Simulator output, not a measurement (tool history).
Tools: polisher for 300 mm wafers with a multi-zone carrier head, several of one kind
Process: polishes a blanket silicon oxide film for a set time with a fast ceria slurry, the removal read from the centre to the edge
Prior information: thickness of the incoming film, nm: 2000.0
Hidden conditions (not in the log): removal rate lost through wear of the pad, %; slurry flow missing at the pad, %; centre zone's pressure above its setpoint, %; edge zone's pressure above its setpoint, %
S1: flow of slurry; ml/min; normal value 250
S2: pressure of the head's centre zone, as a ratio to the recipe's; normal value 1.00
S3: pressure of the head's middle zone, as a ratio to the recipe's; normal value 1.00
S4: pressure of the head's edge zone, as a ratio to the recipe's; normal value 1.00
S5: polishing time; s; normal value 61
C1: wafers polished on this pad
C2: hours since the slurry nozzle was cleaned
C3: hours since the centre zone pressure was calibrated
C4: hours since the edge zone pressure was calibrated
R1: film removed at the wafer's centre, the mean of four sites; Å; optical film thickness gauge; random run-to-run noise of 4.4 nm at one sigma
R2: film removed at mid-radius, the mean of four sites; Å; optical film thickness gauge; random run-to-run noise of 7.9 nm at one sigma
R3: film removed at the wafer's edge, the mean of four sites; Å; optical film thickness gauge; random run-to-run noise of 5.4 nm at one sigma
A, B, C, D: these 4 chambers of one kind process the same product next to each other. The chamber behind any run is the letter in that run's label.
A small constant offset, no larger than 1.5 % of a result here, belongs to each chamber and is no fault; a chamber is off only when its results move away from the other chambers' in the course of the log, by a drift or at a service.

{"hour": 6.3, "done": "chamber C: worn pad replaced by a new one"}
{"run": "1D", "hour": 11.5, "S1": 250, "S2": 1.0, "S3": 1.0, "S4": 1.0, "S5": 61, "C1": 641, "C2": 232.0, "C3": 1079.0, "C4": 175.4, "R1": 6837.5, "R2": 6660.2, "R3": 6741.7}
{"run": "2A", "hour": 23.6, "S1": 250, "S2": 1.0, "S3": 1.0, "S4": 1.0, "S5": 61, "C1": 426, "C2": 94.4, "C3": 327.9, "C4": 835.4, "R1": 6860.6, "R2": 6722.3, "R3": 6765.7}
{"hour": 24.6, "done": "chamber D: slurry nozzle cleaned"}
{"hour": 29.0, "done": "chamber B: edge zone pressure recalibrated"}
{"run": "3C", "hour": 31.9, "S1": 250, "S2": 1.0, "S3": 1.0, "S4": 1.0, "S5": 61, "C1": 421, "C2": 208.8, "C3": 236.8, "C4": 484.7, "R1": 6800.3, "R2": 6632.9, "R3": 6788.4}
{"hour": 39.3, "done": "chamber B: worn pad replaced by a new one"}
{"run": "4B", "hour": 42.3, "S1": 250, "S2": 1.0, "S3": 1.0, "S4": 1.0, "S5": 61, "C1": 50, "C2": 187.5, "C3": 182.9, "C4": 13.3, "R1": 6702.4, "R2": 6854.9, "R3": 6750.0}
{"hour": 51.4, "done": "chamber D: worn pad replaced by a new one"}
{"run": "5D", "hour": 57.1, "S1": 250, "S2": 1.0, "S3": 1.0, "S4": 1.0, "S5": 61, "C1": 93, "C2": 32.6, "C3": 1124.6, "C4": 221.0, "R1": 6750.4, "R2": 6794.9, "R3": 6847.7}
{"hour": 66.1, "done": "chamber A: worn pad replaced by a new one"}
{"run": "6C", "hour": 69.2, "S1": 285, "S2": 1.0, "S3": 1.0, "S4": 1.0, "S5": 61, "C1": 1034, "C2": 246.1, "C3": 274.1, "C4": 522.0, "R1": 6950.9, "R2": 6828.7, "R3": 6939.2}
{"hour": 79.1, "done": "chamber C: worn pad replaced by a new one"}
{"run": "7A", "hour": 84.4, "S1": 285, "S2": 1.0, "S3": 1.0, "S4": 1.0, "S5": 61, "C1": 302, "C2": 155.2, "C3": 388.7, "C4": 896.2, "R1": 6935.5, "R2": 6864.6, "R3": 6834.7}
{"hour": 85.0, "done": "chamber A: centre zone pressure recalibrated"}
{"run": "8B", "hour": 91.6, "S1": 285, "S2": 1.0, "S3": 1.0, "S4": 1.0, "S5": 61, "C1": 860, "C2": 236.8, "C3": 232.2, "C4": 62.6, "R1": 6761.4, "R2": 6856.1, "R3": 6853.9}
{"run": "9D", "hour": 102.0, "S1": 285, "S2": 1.0, "S3": 1.0, "S4": 1.0, "S5": 61, "C1": 831, "C2": 77.5, "C3": 1169.5, "C4": 265.9, "R1": 6906.3, "R2": 6974.1, "R3": 6942.5}
{"hour": 105.7, "done": "chamber B: worn pad replaced by a new one"}
{"run": "10C", "hour": 116.4, "S1": 250, "S2": 1.0, "S3": 1.0, "S4": 1.0, "S5": 61, "C1": 614, "C2": 293.3, "C3": 321.3, "C4": 569.2, "R1": 6793.4, "R2": 6707.3, "R3": 6880.4}
{"hour": 122.6, "done": "chamber C: slurry nozzle cleaned"}
{"hour": 128.7, "done": "chamber D: worn pad replaced by a new one"}
{"run": "11B", "hour": 132.2, "S1": 250, "S2": 1.0, "S3": 1.0, "S4": 1.0, "S5": 61, "C1": 436, "C2": 277.4, "C3": 272.8, "C4": 103.2, "R1": 6794.0, "R2": 6877.2, "R3": 6806.8}
{"hour": 136.2, "done": "chamber A: worn pad replaced by a new one"}
{"run": "12A", "hour": 144.3, "S1": 250, "S2": 1.0, "S3": 1.0, "S4": 1.0, "S5": 61, "C1": 134, "C2": 215.1, "C3": 59.4, "C4": 956.1, "R1": 6882.9, "R2": 6755.3, "R3": 6902.1}
{"hour": 148.0, "done": "chamber C: worn pad replaced by a new one"}
{"run": "13D", "hour": 153.7, "S1": 250, "S2": 1.0, "S3": 1.0, "S4": 1.0, "S5": 61, "C1": 410, "C2": 129.2, "C3": 1221.2, "C4": 317.6, "R1": 6785.5, "R2": 6637.1, "R3": 6782.8}
{"hour": 168.8, "done": "chamber B: worn pad replaced by a new one"}
{"run": "14B", "hour": 169.2, "S1": 250, "S2": 0.96, "S3": 1.0, "S4": 1.0, "S5": 67, "C1": 7, "C2": 314.4, "C3": 309.8, "C4": 140.2, "R1": 7071.0, "R2": 7458.6, "R3": 7491.9}
{"run": "15C", "hour": 185.6, "S1": 250, "S2": 0.96, "S3": 1.0, "S4": 1.0, "S5": 67, "C1": 618, "C2": 63.1, "C3": 390.5, "C4": 638.4, "R1": 7130.4, "R2": 7318.7, "R3": 7390.5}
{"hour": 188.8, "done": "chamber C: centre zone pressure recalibrated"}
{"run": "16A", "hour": 198.0, "S1": 250, "S2": 0.96, "S3": 1.0, "S4": 1.0, "S5": 67, "C1": 1016, "C2": 268.8, "C3": 113.1, "C4": 1009.8, "R1": 7174.8, "R2": 7305.0, "R3": 7348.2}
{"hour": 205.5, "done": "chamber D: worn pad replaced by a new one"}
{"hour": 205.7, "done": "chamber A: worn pad replaced by a new one"}
{"run": "17B", "hour": 213.9, "S1": 250, "S2": 0.96, "S3": 1.0, "S4": 1.0, "S5": 67, "C1": 741, "C2": 359.1, "C3": 354.5, "C4": 184.9, "R1": 7032.8, "R2": 7431.9, "R3": 7410.4}
{"hour": 219.8, "done": "chamber C: worn pad replaced by a new one"}
{"hour": 227.9, "done": "chamber B: slurry nozzle cleaned"}
{"run": "18D", "hour": 228.5, "S1": 250, "S2": 1.0, "S3": 1.0, "S4": 0.94, "S5": 72, "C1": 378, "C2": 204.0, "C3": 1296.0, "C4": 392.4, "R1": 7974.9, "R2": 8045.1, "R3": 7768.9}
{"hour": 232.9, "done": "chamber B: worn pad replaced by a new one"}
{"run": "19C", "hour": 238.6, "S1": 250, "S2": 1.0, "S3": 1.0, "S4": 0.94, "S5": 72, "C1": 308, "C2": 116.1, "C3": 49.8, "C4": 691.4, "R1": 8676.7, "R2": 8114.5, "R3": 7673.5}
{"hour": 255.1, "done": "chamber D: slurry nozzle cleaned"}
{"run": "20A", "hour": 255.2, "S1": 250, "S2": 1.0, "S3": 1.0, "S4": 0.94, "S5": 72, "C1": 813, "C2": 326.0, "C3": 170.3, "C4": 1067.0, "R1": 8143.9, "R2": 7953.0, "R3": 7861.8}
{"hour": 264.7, "done": "chamber A: worn pad replaced by a new one"}
{"hour": 266.2, "done": "chamber D: worn pad replaced by a new one"}
{"run": "21C", "hour": 267.4, "S1": 250, "S2": 1.0, "S3": 1.0, "S4": 0.94, "S5": 72, "C1": 782, "C2": 144.9, "C3": 78.6, "C4": 720.2, "R1": 8521.3, "R2": 7893.6, "R3": 7825.4}
{"run": "22A", "hour": 282.9, "S1": 250, "S2": 1.0, "S3": 1.0, "S4": 1.0, "S5": 61, "C1": 299, "C2": 353.7, "C3": 198.0, "C4": 1094.7, "R1": 6886.1, "R2": 6777.5, "R3": 6800.8}
{"hour": 289.8, "done": "chamber C: worn pad replaced by a new one"}
{"run": "23D", "hour": 291.0, "S1": 250, "S2": 1.0, "S3": 1.0, "S4": 1.0, "S5": 61, "C1": 408, "C2": 36.0, "C3": 1358.5, "C4": 454.9, "R1": 6848.4, "R2": 6624.7, "R3": 6814.5}
{"hour": 296.1, "done": "chamber D: centre zone pressure recalibrated"}
{"hour": 301.0, "done": "chamber B: worn pad replaced by a new one"}
{"run": "24B", "hour": 302.4, "S1": 250, "S2": 1.0, "S3": 1.0, "S4": 1.0, "S5": 61, "C1": 23, "C2": 74.6, "C3": 443.0, "C4": 273.4, "R1": 6765.4, "R2": 6604.4, "R3": 6712.9}
{"run": "25A", "hour": 311.3, "S1": 250, "S2": 1.0, "S3": 1.07, "S4": 0.94, "S5": 61, "C1": 765, "C2": 382.1, "C3": 226.4, "C4": 1123.1, "R1": 6810.1, "R2": 7144.0, "R3": 6627.6}
{"run": "26D", "hour": 323.2, "S1": 250, "S2": 1.0, "S3": 1.07, "S4": 0.94, "S5": 61, "C1": 937, "C2": 68.2, "C3": 27.2, "C4": 487.1, "R1": 6809.1, "R2": 7095.6, "R3": 6492.9}
{"run": "27C", "hour": 334.3, "S1": 250, "S2": 1.0, "S3": 1.07, "S4": 0.94, "S5": 61, "C1": 731, "C2": 211.8, "C3": 145.5, "C4": 787.1, "R1": 7248.3, "R2": 7264.3, "R3": 6570.5}
{"run": "28B", "hour": 346.9, "S1": 250, "S2": 1.0, "S3": 1.07, "S4": 0.94, "S5": 61, "C1": 754, "C2": 119.1, "C3": 487.5, "C4": 317.9, "R1": 6715.1, "R2": 7139.0, "R3": 6629.4}

Read the log: is a single chamber off, either drifting away or since a service, is the gauge that measures every chamber drifting, or is nothing wrong beyond small per-chamber offsets? Name any odd chamber and what most likely caused it.

The work done on chamber C during a service left it standing apart from the others.
Most likely cause: centre zone's pressure above its setpoint, % = 6.56.

Chamber C could run next with any of the 4 candidate recipes listed below; each alters the usual settings, and their results appear as question marks. Which one brings its results back in line with what the other chambers deliver on the usual settings?
A result is in line if it is within this distance of the other chambers' mean on the usual settings: R1 150.0 Å; R2 270.0 Å; R3 190.0 Å
{"run": "29C-1", "hour": 358.9, "S1": 255, "S2": 1.05, "S3": 0.99, "S4": 0.98, "S5": 62, "R1": "?", "R2": "?", "R3": "?"}
{"run": "29C-2", "hour": 358.9, "S1": 245, "S2": 0.95, "S3": 1.01, "S4": 1.02, "S5": 60, "R1": "?", "R2": "?", "R3": "?"}
{"run": "29C-3", "hour": 358.9, "S1": 260, "S2": 1.11, "S3": 0.98, "S4": 0.96, "S5": 62, "R1": "?", "R2": "?", "R3": "?"}
{"run": "29C-4", "hour": 358.9, "S1": 240, "S2": 0.89, "S3": 1.02, "S4": 1.04, "S5": 60, "R1": "?", "R2": "?", "R3": "?"}

Other chambers, usual settings, mean: R1 6774.5 Å; R2 6737.7 Å; R3 6768.2 Å
run=29C-1 R1=7818.3 R2=6846.9 R3=6839.3
run=29C-2 R1=6755.4 R2=6721.5 R3=6732.0
run=29C-3 R1=8319.4 R2=6796.0 R3=6779.7
run=29C-4 R1=6275.1 R2=6768.3 R3=6787.5
The right change is 29C-2: it brings the chamber back within the allowed miss of the others.
